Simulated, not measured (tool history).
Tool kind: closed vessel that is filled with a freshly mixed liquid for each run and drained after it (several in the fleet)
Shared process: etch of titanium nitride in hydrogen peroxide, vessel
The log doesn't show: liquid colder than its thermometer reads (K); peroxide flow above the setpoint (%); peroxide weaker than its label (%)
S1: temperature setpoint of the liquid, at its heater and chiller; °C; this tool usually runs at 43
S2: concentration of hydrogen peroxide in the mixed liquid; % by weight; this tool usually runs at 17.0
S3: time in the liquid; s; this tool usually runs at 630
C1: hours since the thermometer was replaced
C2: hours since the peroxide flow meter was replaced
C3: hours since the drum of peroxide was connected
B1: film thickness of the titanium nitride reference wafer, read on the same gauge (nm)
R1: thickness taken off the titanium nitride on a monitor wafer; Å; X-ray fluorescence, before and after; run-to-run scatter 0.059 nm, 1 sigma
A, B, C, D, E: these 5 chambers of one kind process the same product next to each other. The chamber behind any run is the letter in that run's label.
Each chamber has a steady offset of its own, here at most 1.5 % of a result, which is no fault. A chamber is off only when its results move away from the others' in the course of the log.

run	day	S1	S2	S3	C1	C2	C3	B1	R1
1A	0.412	43	17.0	630	900.4	185.9	515.6	89.979	140.080
2D	0.771	43	17.0	630	36.4	1355.8	100.3	89.980	141.220
3B	1.000	43	17.0	630	1862.6	26.0	114.7	89.999	142.150
4C	1.217	43	17.0	630	132.0	145.2	1053.3	90.017	140.560
5E	1.442	43	17.0	630	362.6	1308.9	471.6	89.971	140.440
6D	1.675	43	17.0	630	58.1	1377.5	122.0	90.014	140.710
# day 1.921: chamber A: new drum of peroxide connected
7C	2.050	43	17.0	630	152.0	165.2	1073.3	89.992	139.500
# day 2.096: chamber D: peroxide flow meter replaced
8B	2.496	43	21.0	795	1898.5	61.9	150.6	90.000	189.140
9A	2.688	43	21.0	795	955.0	240.5	18.4	90.001	185.580
10E	3.046	43	21.0	795	401.1	1347.4	510.1	89.957	183.920
11B	3.283	43	21.0	795	1917.4	80.8	169.5	89.961	188.090
12A	3.621	43	21.0	795	977.4	262.9	40.8	89.981	185.570
13C	3.846	43	17.0	630	195.1	208.3	1116.4	90.014	139.930
14D	4.062	43	17.0	630	115.4	47.3	179.3	90.008	141.530
# day 4.454: chamber E: new drum of peroxide connected
15E	4.475	43	17.0	630	435.4	1381.7	0.6	90.049	140.180
16C	4.912	39	21.5	630	220.7	233.9	1142.0	90.040	108.710
17D	5.208	39	21.5	630	142.9	74.8	206.8	89.986	108.320
18E	5.525	39	21.5	630	460.6	1406.9	25.8	90.012	108.360
19B	5.950	39	21.5	630	1981.4	144.8	233.5	89.987	110.610
20A	6.233	39	21.5	630	1040.1	325.6	103.5	89.973	107.530
21A	6.479	43	17.0	630	1046.0	331.5	109.4	90.013	140.150
22C	6.746	43	17.0	630	264.7	277.9	1186.0	89.997	139.600
23E	7.058	43	17.0	630	497.4	1443.7	62.6	89.970	141.070
24B	7.462	43	17.0	630	2017.7	181.1	269.8	89.952	142.770
25D	7.825	43	17.0	630	205.7	137.6	269.6	90.026	141.370
26D	8.125	43	17.0	630	212.9	144.8	276.8	90.025	140.900
27B	8.488	43	17.0	630	2042.3	205.7	294.4	89.962	142.880
28A	8.883	43	17.0	630	1103.7	389.2	167.1	89.991	138.380
29C	9.312	43	17.0	630	326.3	339.5	1247.6	89.991	139.450
30E	9.521	43	17.0	630	556.5	1502.8	121.7	90.024	140.230
31D	9.792	43	17.0	630	252.9	184.8	316.8	90.028	140.320
32A	10.121	52	17.0	840	1133.4	418.9	196.8	90.005	358.450
33B	10.346	52	17.0	840	2086.9	250.3	339.0	89.986	366.370
34C	10.546	52	17.0	840	355.9	369.1	1277.2	89.972	355.000
35E	10.867	52	17.0	840	588.8	1535.1	154.0	90.025	362.860
36A	11.221	52	17.0	840	1159.8	445.3	223.2	90.000	357.290

Which is it: a chamber that has drifted or been left off by a service, a gauge drift common to all chambers, or only each chamber's usual small offset? If a chamber is off, name it and its likeliest cause.

Chamber A drifts away from the others.
Cause: liquid colder than its thermometer reads (K) = 0.323.
The log may not tell that from: peroxide flow below the setpoint (%).

Below are 4 candidate recipes for chamber A's next run, each the usual settings with a change, their results shown as question marks. Which of them brings A's results back in line with what the other chambers give on the usual settings?
To be in line, a result may differ from the other chambers' mean on the usual settings by at most: R1 2.100 Å
37A-1	11.538	43	17.0	660					?
37A-2	11.538	43	13.5	630					?
37A-3	11.538	43	17.0	645					?
37A-4	11.538	43	17.0	615					?

Average result of the remaining chambers running the usual settings: R1 140.640 Å
run	R1
37A-1	144.060
37A-2	130.900
37A-3	140.780
37A-4	134.230
37A-3 brings the chamber back in line.
